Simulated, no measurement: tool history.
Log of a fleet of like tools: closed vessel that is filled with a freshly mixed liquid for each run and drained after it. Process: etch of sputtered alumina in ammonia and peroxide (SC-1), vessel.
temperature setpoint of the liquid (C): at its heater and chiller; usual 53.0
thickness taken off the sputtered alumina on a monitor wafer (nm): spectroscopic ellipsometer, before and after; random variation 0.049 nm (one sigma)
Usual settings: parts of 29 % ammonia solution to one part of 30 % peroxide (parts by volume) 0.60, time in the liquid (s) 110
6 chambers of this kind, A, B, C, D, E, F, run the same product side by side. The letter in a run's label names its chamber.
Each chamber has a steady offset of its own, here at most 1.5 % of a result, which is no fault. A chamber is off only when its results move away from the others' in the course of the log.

run   hour  temperature setpoint of the liquid (C)  parts of 29 % ammonia solution to one part of 30 % peroxide (parts by volume)  time in the liquid (s)  read-back film thickness of the sputtered alumina reference wafer, read on the same gauge (nm)  thickness taken off the sputtered alumina on a monitor wafer (nm)
 1A    8.9                                    53.0                                                                           0.60                     110                                                                                          129.99                                                             6.2314
 2C   19.0                                    53.0                                                                           0.60                     110                                                                                          130.01                                                             6.2667
 3D   26.7                                    53.0                                                                           0.60                     110                                                                                          129.99                                                             6.3127
      32.0  -- chamber C: thermometer replaced
 4B   35.5                                    53.0                                                                           0.60                     110                                                                                          129.97                                                             6.2244
 5E   43.3                                    53.0                                                                           0.60                     110                                                                                          130.00                                                             6.2706
 6F   52.0                                    53.0                                                                           0.60                     110                                                                                          130.02                                                             6.2158
 7F   59.9                                    56.5                                                                           0.60                      70                                                                                          130.01                                                             4.7630
 8C   69.4                                    56.5                                                                           0.60                      70                                                                                          129.99                                                             4.8777
      71.2  -- chamber A: new drum of ammonia solution connected
 9B   77.2                                    56.5                                                                           0.60                      70                                                                                          130.00                                                             4.7640
10E   83.2                                    56.5                                                                           0.60                      70                                                                                          130.01                                                             4.7455
11A   93.0                                    56.5                                                                           0.60                      70                                                                                          130.00                                                             4.8860
12D  100.5                                    56.5                                                                           0.60                      70                                                                                          130.00                                                             4.7504
13F  105.8                                    53.0                                                                           0.60                     110                                                                                          130.04                                                             6.1923
14D  114.9                                    53.0                                                                           0.60                     110                                                                                          130.00                                                             6.2038
15B  120.4                                    60.5                                                                           0.60                      50                                                                                          130.00                                                             4.2291
16C  125.3                                    60.5                                                                           0.60                      50                                                                                          130.00                                                             4.2220
17A  133.6                                    60.5                                                                           0.60                      50                                                                                          130.02                                                             4.2572
18E  138.5                                    60.5                                                                           0.60                      50                                                                                          130.00                                                             4.1827
     146.7  -- chamber B: new drum of ammonia solution connected
19C  147.9                                    60.5                                                                           0.60                      50                                                                                          130.00                                                             4.3312
20D  154.5                                    60.5                                                                           0.60                      50                                                                                          129.98                                                             4.0532
21E  162.3                                    53.0                                                                           0.60                     110                                                                                          130.00                                                             6.2029
22F  169.7                                    53.0                                                                           0.50                      70                                                                                          129.99                                                             3.8598
23B  178.3                                    53.0                                                                           0.50                      70                                                                                          130.00                                                             3.8924
24A  182.9                                    53.0                                                                           0.50                      70                                                                                          130.00                                                             3.9198
25A  192.5                                    53.0                                                                           0.50                      70                                                                                          130.04                                                             3.8899
26D  197.4                                    53.0                                                                           0.50                      70                                                                                          130.01                                                             3.7455
27F  205.8                                    53.0                                                                           0.50                      70                                                                                          129.98                                                             3.9335
28C  214.7                                    53.0                                                                           0.60                     110                                                                                          130.00                                                             6.4228
     216.8  -- chamber E: ammonia flow meter replaced
29E  220.4                                    61.5                                                                           0.60                      60                                                                                          130.01                                                             5.3153
30B  225.3                                    61.5                                                                           0.60                      60                                                                                          130.01                                                             5.3007
31D  231.5                                    61.5                                                                           0.60                      60                                                                                          130.00                                                             5.0040
32A  239.4                                    61.5                                                                           0.60                      60                                                                                          130.00                                                             5.3684
33B  248.3                                    61.5                                                                           0.60                      60                                                                                          130.01                                                             5.3710
34C  258.5                                    61.5                                                                           0.60                      60                                                                                          130.02                                                             5.3623
35E  268.0                                    53.0                                                                           0.60                     110                                                                                          130.00                                                             6.2676
36F  275.1                                    53.0                                                                           0.60                     110                                                                                          130.00                                                             6.2379
37D  284.4                                    53.0                                                                           0.60                     110                                                                                          130.00                                                             5.8633
38A  291.2                                    53.0                                                                           0.60                     110                                                                                          130.01                                                             6.3014
39F  295.7                                    53.0                                                                           0.85                     140                                                                                          130.00                                                             8.1619
40E  301.2                                    53.0                                                                           0.85                     140                                                                                          129.99                                                             8.1696
41C  308.3                                    53.0                                                                           0.85                     140                                                                                          129.99                                                             8.3376
42B  317.9                                    53.0                                                                           0.85                     140                                                                                          130.00                                                             8.2289
43E  323.5                                    53.0                                                                           0.85                     140                                                                                          129.99                                                             8.2795
44F  328.8                                    53.0                                                                           0.85                     140                                                                                          129.99                                                             8.2883

Next, every chamber runs the same settings. What will each give?
45A  336.2                                    53.0                                                                           0.60                     110                                                                                                                                                                  ?
45B  336.2                                    53.0                                                                           0.60                     110                                                                                                                                                                  ?
45C  336.2                                    53.0                                                                           0.60                     110                                                                                                                                                                  ?
45D  336.2                                    53.0                                                                           0.60                     110                                                                                                                                                                  ?
45E  336.2                                    53.0                                                                           0.60                     110                                                                                                                                                                  ?
45F  336.2                                    53.0                                                                           0.60                     110                                                                                                                                                                  ?

run  thickness taken off the sputtered alumina on a monitor wafer (nm)
45A                                                             6.2513
45B                                                             6.2751
45C                                                             6.2960
45D                                                             5.7331
45E                                                             6.3208
45F                                                             6.2929

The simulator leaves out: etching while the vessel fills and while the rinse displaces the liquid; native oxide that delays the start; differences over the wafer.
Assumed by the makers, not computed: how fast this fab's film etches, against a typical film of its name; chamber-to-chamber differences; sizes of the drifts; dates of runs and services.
